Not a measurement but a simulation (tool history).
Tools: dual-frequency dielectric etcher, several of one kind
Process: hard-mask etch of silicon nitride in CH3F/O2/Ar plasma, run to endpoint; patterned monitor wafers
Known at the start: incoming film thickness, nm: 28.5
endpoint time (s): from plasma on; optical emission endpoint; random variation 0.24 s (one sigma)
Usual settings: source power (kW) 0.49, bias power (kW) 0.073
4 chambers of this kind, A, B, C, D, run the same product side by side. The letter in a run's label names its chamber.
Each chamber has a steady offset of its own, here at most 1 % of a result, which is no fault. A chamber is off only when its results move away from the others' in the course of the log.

| run | day | source power (kW) | bias power (kW) | endpoint time (s) |
|---|---|---|---|---|
| 1C | 0.167 | 0.49 | 0.073 | 38.125 |
| 2A | 0.296 | 0.49 | 0.073 | 37.491 |
| 3B | 0.521 | 0.49 | 0.073 | 37.778 |
| 4D | 0.721 | 0.49 | 0.073 | 37.98 |
| 5A | 0.925 | 0.49 | 0.073 | 38.079 |
| 6D | 1.079 | 0.49 | 0.073 | 37.564 |
| 7B | 1.204 | 0.49 | 0.073 | 38.087 |
| 8C | 1.408 | 0.49 | 0.09 | 34.988 |
| 9D | 1.521 | 0.49 | 0.09 | 35.272 |
| 10B | 1.754 | 0.49 | 0.09 | 35.224 |
| 11A | 1.912 | 0.49 | 0.09 | 35.23 |
|  | 1.967 | chamber A: wet clean of the chamber |
| 12C | 2.129 | 0.49 | 0.073 | 38 |
| 13B | 2.279 | 0.45 | 0.059 | 42.326 |
| 14A | 2.446 | 0.45 | 0.059 | 40.38 |
| 15D | 2.554 | 0.45 | 0.059 | 41.485 |
| 16C | 2.754 | 0.45 | 0.059 | 42.134 |
| 17B | 2.875 | 0.55 | 0.073 | 36.293 |
| 18C | 3.071 | 0.55 | 0.073 | 36.157 |
| 19D | 3.208 | 0.55 | 0.073 | 35.538 |
| 20A | 3.433 | 0.55 | 0.073 | 34.716 |
| 21B | 3.562 | 0.49 | 0.073 | 37.884 |
| 22D | 3.758 | 0.49 | 0.073 | 37.807 |
| 23A | 3.908 | 0.49 | 0.073 | 35.619 |
| 24C | 4.038 | 0.49 | 0.073 | 37.91 |
|  | 4.162 | chamber C: wet clean of the chamber |
| 25B | 4.208 | 0.55 | 0.073 | 36.633 |
| 26A | 4.392 | 0.55 | 0.073 | 34.836 |
| 27C | 4.588 | 0.55 | 0.073 | 36.847 |

What goes on in this fleet: one chamber off, a drifting gauge, or nothing beyond the chambers' own small offsets? Name the chamber and the cause, if any.

A service left chamber A off against the others.
Cause: etch rate over this chamber's usual, % = 5.22.

Here are 4 candidates for chamber A's next run, each the usual settings with a change, their results left as question marks. Which one brings its results back in line with what the others give on the usual settings?
In line means no further than this from the other chambers' mean on the usual settings: endpoint time (s) 0.85
| 28A-1 | 4.754 | 0.48 | 0.072 | ? |
| 28A-2 | 4.754 | 0.45 | 0.068 | ? |
| 28A-3 | 4.754 | 0.5 | 0.073 | ? |
| 28A-4 | 4.754 | 0.56 | 0.073 | ? |

The other chambers' mean on the usual settings: endpoint time (s) 37.946
| run | endpoint time (s) |
|---|---|
| 28A-1 | 36.443 |
| 28A-2 | 38.065 |
| 28A-3 | 35.717 |
| 28A-4 | 34.208 |
28A-2 brings the chamber back in line.
